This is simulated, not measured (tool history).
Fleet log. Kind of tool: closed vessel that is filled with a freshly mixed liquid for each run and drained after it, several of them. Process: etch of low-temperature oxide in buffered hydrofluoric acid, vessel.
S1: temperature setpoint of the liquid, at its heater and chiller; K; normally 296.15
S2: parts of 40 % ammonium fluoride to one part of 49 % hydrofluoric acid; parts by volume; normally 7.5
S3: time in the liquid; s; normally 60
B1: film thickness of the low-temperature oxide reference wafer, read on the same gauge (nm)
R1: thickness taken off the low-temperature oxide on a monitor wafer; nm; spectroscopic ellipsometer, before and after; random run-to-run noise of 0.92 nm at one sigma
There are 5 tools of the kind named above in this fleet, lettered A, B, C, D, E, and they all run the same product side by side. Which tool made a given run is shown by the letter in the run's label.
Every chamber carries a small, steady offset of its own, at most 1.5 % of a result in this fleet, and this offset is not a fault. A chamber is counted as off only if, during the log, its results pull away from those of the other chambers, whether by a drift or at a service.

Run 1C, hour 5.8: usual settings; B1 110.01. Result: R1 167.91 nm.
Run 2E, hour 10.2: usual settings; B1 110.02. Result: R1 169.47 nm.
Run 3D, hour 18.1: usual settings; B1 110.00. Result: R1 166.69 nm.
Run 4A, hour 26.3: usual settings; B1 110.00. Result: R1 169.96 nm.
Run 5B, hour 34.2: usual settings; B1 109.99. Result: R1 167.41 nm.
Run 6D, hour 40.8: usual settings; B1 110.00. Result: R1 166.86 nm.
Run 7A, hour 46.8: usual settings; B1 110.00. Result: R1 170.71 nm.
Run 8B, hour 53.2: usual settings; B1 110.01. Result: R1 167.72 nm.
Run 9C, hour 62.3: usual settings; B1 110.00. Result: R1 168.24 nm.
Run 10E, hour 70.2: usual settings but S3 40 s; B1 109.98. Result: R1 113.91 nm.
Run 11A, hour 77.9: usual settings but S3 40 s; B1 110.02. Result: R1 112.88 nm.
Run 12D, hour 85.1: usual settings but S3 40 s; B1 110.01. Result: R1 111.43 nm.
Run 13E, hour 93.6: usual settings but S3 40 s; B1 110.01. Result: R1 113.82 nm.
Run 14B, hour 100.2: usual settings but S3 40 s; B1 110.00. Result: R1 110.77 nm.
Run 15C, hour 106.2: usual settings; B1 109.98. Result: R1 170.50 nm.
Run 16A, hour 113.8: usual settings; B1 110.00. Result: R1 169.69 nm.
Run 17C, hour 119.7: usual settings; B1 110.00. Result: R1 167.29 nm.
Run 18D, hour 126.6: usual settings; B1 110.01. Result: R1 168.05 nm.
Run 19B, hour 136.7: usual settings but S1 294.15 K, S2 9.0 parts by volume; B1 110.01. Result: R1 122.72 nm.
At hour 138.5: chamber E: thermometer replaced.
Run 20E, hour 143.1: usual settings but S1 294.15 K, S2 9.0 parts by volume; B1 110.01. Result: R1 125.27 nm.
Run 21C, hour 148.3: usual settings but S1 294.15 K, S2 9.0 parts by volume; B1 110.01. Result: R1 123.41 nm.
At hour 149.3: chamber C: thermometer replaced.
Run 22A, hour 156.8: usual settings but S1 294.15 K, S2 9.0 parts by volume; B1 110.02. Result: R1 124.64 nm.
Run 23B, hour 163.6: usual settings but S1 294.15 K, S2 9.0 parts by volume; B1 110.00. Result: R1 122.52 nm.
Run 24E, hour 172.2: usual settings; B1 110.01. Result: R1 170.49 nm.
Run 25D, hour 178.2: usual settings but S1 292.15 K, S3 85 s; B1 110.01. Result: R1 192.03 nm.
Run 26A, hour 187.1: usual settings but S1 292.15 K, S3 85 s; B1 110.01. Result: R1 191.20 nm.
Run 27D, hour 196.7: usual settings but S1 292.15 K, S3 85 s; B1 110.00. Result: R1 190.37 nm.
At hour 203.5: chamber B: hydrofluoric acid flow meter replaced.
Run 28C, hour 205.8: usual settings but S1 292.15 K, S3 85 s; B1 110.00. Result: R1 190.18 nm.
Run 29E, hour 213.5: usual settings but S1 292.15 K, S3 85 s; B1 110.00. Result: R1 194.28 nm.
Run 30B, hour 218.3: usual settings; B1 110.02. Result: R1 168.32 nm.
Run 31B, hour 227.7: usual settings; B1 109.99. Result: R1 167.15 nm.
Run 32A, hour 237.5: usual settings; B1 110.00. Result: R1 168.62 nm.
Run 33C, hour 246.9: usual settings; B1 110.01. Result: R1 166.42 nm.
Run 34E, hour 255.4: usual settings; B1 110.00. Result: R1 171.42 nm.
Run 35D, hour 262.8: usual settings; B1 110.00. Result: R1 169.01 nm.
Run 36E, hour 270.0: usual settings; B1 110.00. Result: R1 170.98 nm.
Run 37A, hour 274.4: usual settings; B1 109.99. Result: R1 171.00 nm.
Run 38D, hour 281.0: usual settings; B1 110.01. Result: R1 168.28 nm.
Run 39B, hour 289.1: usual settings; B1 110.01. Result: R1 168.07 nm.
Run 40C, hour 298.4: usual settings; B1 110.01. Result: R1 167.14 nm.
Run 41E, hour 307.9: usual settings but S2 10.0 parts by volume; B1 109.97. Result: R1 130.96 nm.
Run 42D, hour 316.6: usual settings but S2 10.0 parts by volume; B1 110.02. Result: R1 128.10 nm.
Run 43C, hour 321.8: usual settings but S2 10.0 parts by volume; B1 110.00. Result: R1 128.52 nm.
Run 44B, hour 331.6: usual settings but S2 10.0 parts by volume; B1 110.02. Result: R1 128.95 nm.

For the next run the whole fleet of 5 chambers uses the same settings. Give each chamber's results:
Run 45A, hour 338.8: usual settings but S3 45 s. Result: R1 ?.
Run 45B, hour 338.8: usual settings but S3 45 s. Result: R1 ?.
Run 45C, hour 338.8: usual settings but S3 45 s. Result: R1 ?.
Run 45D, hour 338.8: usual settings but S3 45 s. Result: R1 ?.
Run 45E, hour 338.8: usual settings but S3 45 s. Result: R1 ?.

run      R1
45A  126.54
45B  125.11
45C  126.66
45D  125.80
45E  128.49
